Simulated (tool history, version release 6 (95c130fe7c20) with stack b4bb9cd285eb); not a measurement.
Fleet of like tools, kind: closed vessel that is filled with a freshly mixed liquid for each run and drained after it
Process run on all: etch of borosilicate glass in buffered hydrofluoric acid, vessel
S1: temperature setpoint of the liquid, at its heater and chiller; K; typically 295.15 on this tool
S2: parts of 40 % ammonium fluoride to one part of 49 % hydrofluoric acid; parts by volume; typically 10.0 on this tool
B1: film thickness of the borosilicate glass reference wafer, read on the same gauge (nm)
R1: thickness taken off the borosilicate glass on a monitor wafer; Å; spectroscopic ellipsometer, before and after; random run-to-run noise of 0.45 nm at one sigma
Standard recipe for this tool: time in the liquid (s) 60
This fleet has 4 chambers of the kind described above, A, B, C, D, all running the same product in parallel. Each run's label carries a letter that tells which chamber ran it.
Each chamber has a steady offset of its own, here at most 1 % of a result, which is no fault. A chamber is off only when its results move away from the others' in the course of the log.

{"run": "1B", "hour": 6.3, "S1": 295.15, "S2": 10.0, "time in the liquid (s)": 60, "B1": 29.99, "R1": 670.67}
{"run": "2A", "hour": 13.5, "S1": 295.15, "S2": 10.0, "time in the liquid (s)": 60, "B1": 30.003, "R1": 674.77}
{"run": "3D", "hour": 23.5, "S1": 295.15, "S2": 10.0, "time in the liquid (s)": 60, "B1": 29.966, "R1": 669.02}
{"run": "4C", "hour": 32.3, "S1": 295.15, "S2": 10.0, "time in the liquid (s)": 60, "B1": 30.03, "R1": 681.02}
{"run": "5A", "hour": 41.1, "S1": 295.15, "S2": 10.0, "time in the liquid (s)": 60, "B1": 30.014, "R1": 669.4}
{"run": "6C", "hour": 54.6, "S1": 295.15, "S2": 10.0, "time in the liquid (s)": 60, "B1": 29.994, "R1": 673.98}
{"run": "7D", "hour": 63.7, "S1": 295.15, "S2": 10.0, "time in the liquid (s)": 60, "B1": 29.995, "R1": 674.07}
{"run": "8B", "hour": 71.5, "S1": 295.15, "S2": 10.0, "time in the liquid (s)": 60, "B1": 30.024, "R1": 668.62}
{"hour": 75.7, "done": "chamber C: thermometer replaced"}
{"run": "9D", "hour": 79.5, "S1": 295.15, "S2": 10.0, "time in the liquid (s)": 60, "B1": 29.975, "R1": 665.91}
{"run": "10A", "hour": 92.6, "S1": 295.15, "S2": 10.0, "time in the liquid (s)": 60, "B1": 30.025, "R1": 676.12}
{"run": "11C", "hour": 100.1, "S1": 295.15, "S2": 10.0, "time in the liquid (s)": 60, "B1": 29.998, "R1": 670.56}
{"run": "12B", "hour": 112.2, "S1": 295.15, "S2": 7.5, "time in the liquid (s)": 60, "B1": 30.002, "R1": 877.69}
{"run": "13C", "hour": 122.2, "S1": 295.15, "S2": 7.5, "time in the liquid (s)": 60, "B1": 30.029, "R1": 894.71}
{"run": "14A", "hour": 129.5, "S1": 295.15, "S2": 7.5, "time in the liquid (s)": 60, "B1": 29.979, "R1": 879.22}
{"run": "15B", "hour": 135.5, "S1": 295.15, "S2": 7.5, "time in the liquid (s)": 60, "B1": 29.957, "R1": 872.29}
{"run": "16D", "hour": 146.2, "S1": 295.15, "S2": 10.0, "time in the liquid (s)": 60, "B1": 29.987, "R1": 674.81}
{"run": "17B", "hour": 154.0, "S1": 295.15, "S2": 10.0, "time in the liquid (s)": 60, "B1": 29.991, "R1": 670.54}
{"run": "18C", "hour": 167.2, "S1": 295.15, "S2": 10.0, "time in the liquid (s)": 60, "B1": 29.962, "R1": 674.04}
{"run": "19D", "hour": 179.6, "S1": 295.15, "S2": 10.0, "time in the liquid (s)": 60, "B1": 30.007, "R1": 682.77}
{"run": "20A", "hour": 185.7, "S1": 295.15, "S2": 10.0, "time in the liquid (s)": 60, "B1": 29.978, "R1": 663.83}
{"hour": 189.0, "done": "chamber A: hydrofluoric acid flow meter replaced"}
{"run": "21D", "hour": 195.3, "S1": 295.15, "S2": 10.0, "time in the liquid (s)": 60, "B1": 29.992, "R1": 686.73}
{"run": "22B", "hour": 208.1, "S1": 295.15, "S2": 10.0, "time in the liquid (s)": 60, "B1": 30.019, "R1": 667.29}
{"run": "23C", "hour": 219.7, "S1": 295.15, "S2": 10.0, "time in the liquid (s)": 60, "B1": 29.991, "R1": 671.58}
{"run": "24A", "hour": 231.9, "S1": 295.15, "S2": 10.0, "time in the liquid (s)": 60, "B1": 29.959, "R1": 667.42}
{"run": "25A", "hour": 240.3, "S1": 295.15, "S2": 10.0, "time in the liquid (s)": 60, "B1": 30.001, "R1": 674.34}
{"run": "26B", "hour": 249.9, "S1": 295.15, "S2": 10.0, "time in the liquid (s)": 60, "B1": 29.998, "R1": 662.31}
{"run": "27C", "hour": 260.9, "S1": 295.15, "S2": 10.0, "time in the liquid (s)": 60, "B1": 30.025, "R1": 678.79}
{"run": "28D", "hour": 270.7, "S1": 295.15, "S2": 10.0, "time in the liquid (s)": 60, "B1": 29.991, "R1": 703.64}
{"run": "29D", "hour": 281.3, "S1": 295.15, "S2": 10.0, "time in the liquid (s)": 60, "B1": 29.991, "R1": 710.01}
{"run": "30A", "hour": 291.3, "S1": 295.15, "S2": 10.0, "time in the liquid (s)": 60, "B1": 30.028, "R1": 680.08}
{"run": "31B", "hour": 302.3, "S1": 295.15, "S2": 10.0, "time in the liquid (s)": 60, "B1": 29.968, "R1": 664.43}
{"run": "32C", "hour": 313.5, "S1": 295.15, "S2": 10.0, "time in the liquid (s)": 60, "B1": 29.983, "R1": 682.45}
{"run": "33A", "hour": 320.5, "S1": 295.15, "S2": 10.0, "time in the liquid (s)": 60, "B1": 30.015, "R1": 663.24}
{"run": "34C", "hour": 329.3, "S1": 295.15, "S2": 10.0, "time in the liquid (s)": 60, "B1": 29.978, "R1": 684.16}
{"run": "35D", "hour": 340.1, "S1": 295.15, "S2": 10.0, "time in the liquid (s)": 60, "B1": 30.014, "R1": 713.89}
{"run": "36B", "hour": 349.4, "S1": 290.15, "S2": 8.5, "time in the liquid (s)": 60, "B1": 29.967, "R1": 583.75}

All chambers now run identical settings, listed one chamber a line with results as question marks. What results will each chamber show?
{"run": "37A", "hour": 359.1, "S1": 295.15, "S2": 10.0, "time in the liquid (s)": 60, "R1": "?"}
{"run": "37B", "hour": 359.1, "S1": 295.15, "S2": 10.0, "time in the liquid (s)": 60, "R1": "?"}
{"run": "37C", "hour": 359.1, "S1": 295.15, "S2": 10.0, "time in the liquid (s)": 60, "R1": "?"}
{"run": "37D", "hour": 359.1, "S1": 295.15, "S2": 10.0, "time in the liquid (s)": 60, "R1": "?"}

run=37A R1=677.60
run=37B R1=664.83
run=37C R1=676.46
run=37D R1=724.39
